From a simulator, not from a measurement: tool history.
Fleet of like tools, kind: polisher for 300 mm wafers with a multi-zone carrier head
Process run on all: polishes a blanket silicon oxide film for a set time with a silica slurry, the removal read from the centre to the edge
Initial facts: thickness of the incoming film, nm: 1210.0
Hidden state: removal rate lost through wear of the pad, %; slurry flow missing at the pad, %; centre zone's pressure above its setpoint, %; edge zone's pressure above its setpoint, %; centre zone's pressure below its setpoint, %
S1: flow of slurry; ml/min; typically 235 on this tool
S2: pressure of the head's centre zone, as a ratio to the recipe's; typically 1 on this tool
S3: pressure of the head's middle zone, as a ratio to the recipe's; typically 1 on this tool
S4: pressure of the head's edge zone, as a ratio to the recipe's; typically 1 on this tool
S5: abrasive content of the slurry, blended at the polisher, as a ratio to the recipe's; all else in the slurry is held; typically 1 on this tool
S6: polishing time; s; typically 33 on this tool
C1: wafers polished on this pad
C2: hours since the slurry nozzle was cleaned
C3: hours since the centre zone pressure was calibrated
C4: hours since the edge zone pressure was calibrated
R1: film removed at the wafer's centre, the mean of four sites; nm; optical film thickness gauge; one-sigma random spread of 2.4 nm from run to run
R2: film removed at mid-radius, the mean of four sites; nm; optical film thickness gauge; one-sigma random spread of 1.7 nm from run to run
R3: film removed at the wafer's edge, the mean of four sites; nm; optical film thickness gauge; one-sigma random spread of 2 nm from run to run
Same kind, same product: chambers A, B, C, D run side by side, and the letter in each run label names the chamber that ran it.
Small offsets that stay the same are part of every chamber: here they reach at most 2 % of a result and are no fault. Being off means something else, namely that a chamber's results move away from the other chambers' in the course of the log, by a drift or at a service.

run,hour,S1,S2,S3,S4,S5,S6,C1,C2,C3,C4,R1,R2,R3
# hour 7.6: chamber B: centre zone pressure recalibrated
1B,8.5,235,1,1,1,1,33,218,227.6,1,267.6,168.15,167.22,161.58
2A,17,235,1,1,1,1,33,256,102.2,75.3,483.1,164.21,168.29,168.04
# hour 17.2: chamber C: centre zone pressure recalibrated
3C,25.4,235,1,1,1,1,33,326,48.2,8.3,737.8,169.87,165.98,163.91
4D,30,235,1,1,1,1,33,1013,406.3,55.3,155.3,168.03,169.13,168.67
5C,34.2,235,1,1,1,1,33,437,57,17.1,746.6,170.44,166.99,169.22
6A,42.3,235,1,1,1,1,33,576,127.5,100.6,508.4,169.27,170.02,166.41
# hour 44.8: chamber C: edge zone pressure recalibrated
7B,46.3,235,1,1,1,1,33,696,265.4,38.8,305.4,164.59,167.99,167.78
# hour 50.2: chamber C: worn pad replaced by a new one
8D,52.5,235,1.11,1.1,1,1,33,1297,428.8,77.8,177.8,189.77,184.1,165.2
# hour 56.3: chamber B: worn pad replaced by a new one
9B,57.2,235,1.11,1.1,1,1,33,12,276.3,49.7,316.3,183.57,179.52,166.81
10C,64.9,235,1.11,1.1,1,1,33,186,87.7,47.8,20.1,189.08,183.98,167.31
# hour 65.7: chamber A: worn pad replaced by a new one
11A,71.4,235,1.11,1.1,1,1,33,72,156.6,129.7,537.5,188.98,183.49,165.81
12D,77.4,235,1,1,1,1,33,1612,453.7,102.7,202.7,168.65,166.28,169.75
# hour 79.9: chamber B: slurry nozzle cleaned
13A,81.8,235,1,1,1,1,33,204,167,140.1,547.9,165.4,170.14,168.73
14B,87.7,235,1,1,1,1,33,397,7.9,80.2,346.8,166.55,166.32,163.55
15D,92.8,235,1,1,1,1,33,1807,469.1,118.1,218.1,166.99,166.2,165.59
# hour 94.6: chamber B: edge zone pressure recalibrated
16C,98.4,235,1,1,1,1,33,609,121.2,81.3,53.6,173.91,166.81,168.48
# hour 101.4: chamber C: worn pad replaced by a new one
17A,103.9,235,1,1,1,1,33,483,189.1,162.2,570,165.37,170.33,169.57
18C,108.1,235,1,1,1,1,33,85,130.9,91,63.3,171.22,166.71,169.09
19D,114.3,235,1,1,1,1,33,2078,490.6,139.6,239.6,164.78,164.65,161.24
20B,121.5,235,1,1,1,1,33,825,41.7,114,27,163.04,167.76,164.96
# hour 124.9: chamber B: worn pad replaced by a new one
21A,127.8,235,1,1,1,1,33,785,213,186.1,593.9,168.1,168.2,169.74
# hour 129.9: chamber A: worn pad replaced by a new one
22D,135,235,1,1,1,1,33,2340,511.3,160.3,260.3,161.46,160.19,157.49
23B,142,235,1,1,1,1,33,217,62.2,134.5,47.5,165.96,168.92,165.78
24C,147.4,235,1,1,1,1,33,581,170.2,130.3,102.6,169.06,165.38,166.02
25A,151.8,235,1,1,1,1,33,277,237,210.1,617.9,168.76,167.67,162.41
26C,159.5,235,1,1,1,1,33,734,182.3,142.4,114.7,173.42,164.99,166.02
# hour 159.6: chamber C: worn pad replaced by a new one
# hour 160.5: chamber D: slurry nozzle cleaned
27B,165.8,235,1,1,1,1,33,518,86,158.3,71.3,167.07,168.84,164.34
28D,172.6,270,1,1,1,0.8,33,2815,12.1,197.9,297.9,144.23,144.89,139.56
29C,179.9,270,1,1,1,0.8,33,256,202.7,162.8,135.1,154.67,153.89,150.15
# hour 182: chamber B: worn pad replaced by a new one
30B,186.9,270,1,1,1,0.8,33,62,107.1,179.4,92.4,148.53,153.53,148.03
31A,192.7,270,1,1,1,0.8,33,794,277.9,251,658.8,154.82,150.73,153.4
32D,200.3,235,1,1.06,1,1,42,3165,39.8,225.6,325.6,200.84,207,197.41
33D,207.1,235,1,1.06,1,1,42,3251,46.6,232.4,332.4,199.38,212.17,197.58
# hour 207.2: chamber A: worn pad replaced by a new one
34B,210.9,235,1,1.06,1,1,42,365,131.1,203.4,116.4,215.87,226.84,211.66
# hour 217.6: chamber C: worn pad replaced by a new one
35C,217.7,235,1,1.06,1,1,42,1,240.5,200.6,172.9,216.66,222.74,217.66
36A,225,235,1,1,1,1,33,225,310.2,283.3,691.1,170.19,169.93,167.3
37B,232.6,235,1,1,1,1,33,640,152.8,225.1,138.1,168.87,167.68,163.56
# hour 237.6: chamber C: slurry nozzle cleaned
38A,239.3,235,1,1.07,1,1,33,406,324.5,297.6,705.4,167.43,182.53,168.79
# hour 239.8: chamber B: worn pad replaced by a new one
39D,246.8,235,1,1.07,1,1,33,3753,86.3,272.1,372.1,150.08,161.24,151.09
40C,252.2,235,1,1.07,1,1,33,437,14.7,235.1,207.4,170.19,173.24,165.37
41A,256.3,235,1,1.07,1,1,33,621,341.5,314.6,722.4,172.12,180.35,164.24
42B,261.2,235,1,1,1,1,33,270,181.4,253.7,166.7,164.07,169.33,165.03
# hour 265.8: chamber C: worn pad replaced by a new one
43D,268.2,235,1.1,1,1,1,33,4024,107.7,293.5,393.5,164.15,150.92,149.28
44C,275.7,235,1.1,1,1,1,33,126,38.2,258.6,230.9,187.45,166.41,168.99

Is one chamber off against the others, does the gauge drift, or is nothing wrong? If a chamber is off, say which, and what the likeliest cause is.

It is chamber D that slowly wanders off from its peers.
What lies behind it: removal rate lost through wear of the pad, % = 11.6.

Here are 4 candidates for chamber D's next run, each the usual settings with a change, their results left as question marks. Which one brings its results back in line with what the others give on the usual settings?
A result is in line if it is within this distance of the other chambers' mean on the usual settings: R1 8.4 nm; R2 6.1 nm; R3 6.9 nm
45D-1,281.7,235,0.99,1,1.01,1.05,36,,,,,?,?,?
45D-2,281.7,240,0.99,1,1.02,1.05,39,,,,,?,?,?
45D-3,281.7,235,1.01,1,0.99,0.95,30,,,,,?,?,?
45D-4,281.7,235,1.01,1,0.99,0.95,28,,,,,?,?,?

The mean the other chambers reach with the usual settings: R1 167.57 nm; R2 167.34 nm; R3 166.98 nm
run,R1,R2,R3
45D-1,164.6,166.9,165.65
45D-2,178.83,181.27,180.73
45D-3,133.91,132.86,130.49
45D-4,124.99,124,121.8
The answer is 45D-1, which returns the chamber to within the allowed miss of the others.

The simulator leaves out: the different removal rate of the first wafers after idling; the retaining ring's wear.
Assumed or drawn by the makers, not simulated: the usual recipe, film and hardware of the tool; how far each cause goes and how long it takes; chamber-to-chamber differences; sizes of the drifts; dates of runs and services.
